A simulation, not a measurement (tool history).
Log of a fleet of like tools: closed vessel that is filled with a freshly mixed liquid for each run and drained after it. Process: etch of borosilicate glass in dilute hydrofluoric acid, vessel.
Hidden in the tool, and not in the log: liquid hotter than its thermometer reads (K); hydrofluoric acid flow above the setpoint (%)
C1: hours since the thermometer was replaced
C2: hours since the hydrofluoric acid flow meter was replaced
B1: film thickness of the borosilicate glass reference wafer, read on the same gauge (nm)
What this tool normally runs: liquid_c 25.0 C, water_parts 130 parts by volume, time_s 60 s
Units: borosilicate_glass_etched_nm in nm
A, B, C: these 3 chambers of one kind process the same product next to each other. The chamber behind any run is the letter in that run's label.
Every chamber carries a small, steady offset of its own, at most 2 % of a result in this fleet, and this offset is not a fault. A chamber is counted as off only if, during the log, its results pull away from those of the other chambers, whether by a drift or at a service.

run 1B day=0.567 | liquid_c=25.0 water_parts=130 time_s=60 | C1=2090.1 C2=1280.8 | B1=29.976 | borosilicate_glass_etched_nm=23.919
run 2A day=0.850 | liquid_c=25.0 water_parts=130 time_s=60 | C1=726.1 C2=1765.1 | B1=30.001 | borosilicate_glass_etched_nm=22.952
run 3C day=1.238 | liquid_c=25.0 water_parts=130 time_s=60 | C1=508.1 C2=491.5 | B1=30.014 | borosilicate_glass_etched_nm=23.385
run 4A day=1.638 | liquid_c=25.0 water_parts=130 time_s=60 | C1=745.0 C2=1784.0 | B1=30.025 | borosilicate_glass_etched_nm=23.364
run 5B day=2.183 | liquid_c=27.5 water_parts=130 time_s=45 | C1=2128.9 C2=1319.6 | B1=30.031 | borosilicate_glass_etched_nm=19.587
run 6C day=2.683 | liquid_c=27.5 water_parts=130 time_s=45 | C1=542.8 C2=526.2 | B1=29.998 | borosilicate_glass_etched_nm=19.526
run 7B day=3.104 | liquid_c=27.5 water_parts=130 time_s=45 | C1=2151.0 C2=1341.7 | B1=29.969 | borosilicate_glass_etched_nm=19.170
run 8A day=3.646 | liquid_c=25.0 water_parts=130 time_s=60 | C1=793.2 C2=1832.2 | B1=30.016 | borosilicate_glass_etched_nm=23.001
run 9C day=4.012 | liquid_c=25.0 water_parts=130 time_s=60 | C1=574.7 C2=558.1 | B1=29.983 | borosilicate_glass_etched_nm=23.367
run 10C day=4.362 | liquid_c=25.0 water_parts=130 time_s=60 | C1=583.1 C2=566.5 | B1=30.000 | borosilicate_glass_etched_nm=23.299
run 11A day=4.796 | liquid_c=25.0 water_parts=130 time_s=60 | C1=820.8 C2=1859.8 | B1=29.967 | borosilicate_glass_etched_nm=23.052
run 12B day=5.117 | liquid_c=25.0 water_parts=170 time_s=60 | C1=2199.3 C2=1390.0 | B1=29.996 | borosilicate_glass_etched_nm=17.344
run 13B day=5.512 | liquid_c=25.0 water_parts=170 time_s=60 | C1=2208.8 C2=1399.5 | B1=29.973 | borosilicate_glass_etched_nm=17.438
run 14A day=5.996 | liquid_c=25.0 water_parts=170 time_s=60 | C1=849.6 C2=1888.6 | B1=30.012 | borosilicate_glass_etched_nm=16.990
run 15C day=6.404 | liquid_c=25.0 water_parts=130 time_s=60 | C1=632.1 C2=615.5 | B1=30.017 | borosilicate_glass_etched_nm=23.694
run 16A day=6.883 | liquid_c=25.0 water_parts=130 time_s=60 | C1=870.9 C2=1909.9 | B1=29.973 | borosilicate_glass_etched_nm=23.372
run 17B day=7.454 | liquid_c=25.0 water_parts=130 time_s=60 | C1=2255.4 C2=1446.1 | B1=29.965 | borosilicate_glass_etched_nm=25.163
run 18C day=8.042 | liquid_c=25.0 water_parts=130 time_s=60 | C1=671.4 C2=654.8 | B1=30.008 | borosilicate_glass_etched_nm=23.212
run 19C day=8.421 | liquid_c=27.5 water_parts=155 time_s=60 | C1=680.5 C2=663.9 | B1=29.986 | borosilicate_glass_etched_nm=21.225
run 20B day=8.967 | liquid_c=27.5 water_parts=155 time_s=60 | C1=2291.7 C2=1482.4 | B1=30.002 | borosilicate_glass_etched_nm=23.186
run 21A day=9.258 | liquid_c=27.5 water_parts=155 time_s=60 | C1=927.9 C2=1966.9 | B1=29.980 | borosilicate_glass_etched_nm=21.025
run 22C day=9.542 | liquid_c=25.0 water_parts=130 time_s=60 | C1=707.4 C2=690.8 | B1=29.978 | borosilicate_glass_etched_nm=23.070
run 23A day=9.971 | liquid_c=25.0 water_parts=130 time_s=60 | C1=945.0 C2=1984.0 | B1=30.029 | borosilicate_glass_etched_nm=23.173
run 24B day=10.300 | liquid_c=25.0 water_parts=130 time_s=60 | C1=2323.7 C2=1514.4 | B1=29.972 | borosilicate_glass_etched_nm=26.089
run 25A day=10.696 | liquid_c=25.0 water_parts=130 time_s=60 | C1=962.4 C2=2001.4 | B1=29.997 | borosilicate_glass_etched_nm=23.501

One chamber off, gauge drift, or nothing amiss beyond the chambers' own small offsets? If it is a chamber, which one, and what is the likeliest cause?

It is chamber B that slowly wanders off from its peers.
Most likely cause: hydrofluoric acid flow above the setpoint (%) = 10.9.

Which of the 4 candidates below, each the usual settings with something changed and its results left as question marks, puts chamber B back in line with what the other chambers give on the usual settings?
A result is in line if it is within this distance of the other chambers' mean on the usual settings: borosilicate_glass_etched_nm 0.710 nm
run 26B-1 day=11.117 | liquid_c=25.0 water_parts=155 time_s=60 | borosilicate_glass_etched_nm=?
run 26B-2 day=11.117 | liquid_c=28.5 water_parts=130 time_s=60 | borosilicate_glass_etched_nm=?
run 26B-3 day=11.117 | liquid_c=30.5 water_parts=130 time_s=60 | borosilicate_glass_etched_nm=?
run 26B-4 day=11.117 | liquid_c=25.0 water_parts=145 time_s=60 | borosilicate_glass_etched_nm=?

Average result of the remaining chambers running the usual settings: borosilicate_glass_etched_nm 23.381 nm
run=26B-1 borosilicate_glass_etched_nm=21.711
run=26B-2 borosilicate_glass_etched_nm=30.254
run=26B-3 borosilicate_glass_etched_nm=32.551
run=26B-4 borosilicate_glass_etched_nm=23.437
The right change is 26B-4: it brings the chamber back within the allowed miss of the others.

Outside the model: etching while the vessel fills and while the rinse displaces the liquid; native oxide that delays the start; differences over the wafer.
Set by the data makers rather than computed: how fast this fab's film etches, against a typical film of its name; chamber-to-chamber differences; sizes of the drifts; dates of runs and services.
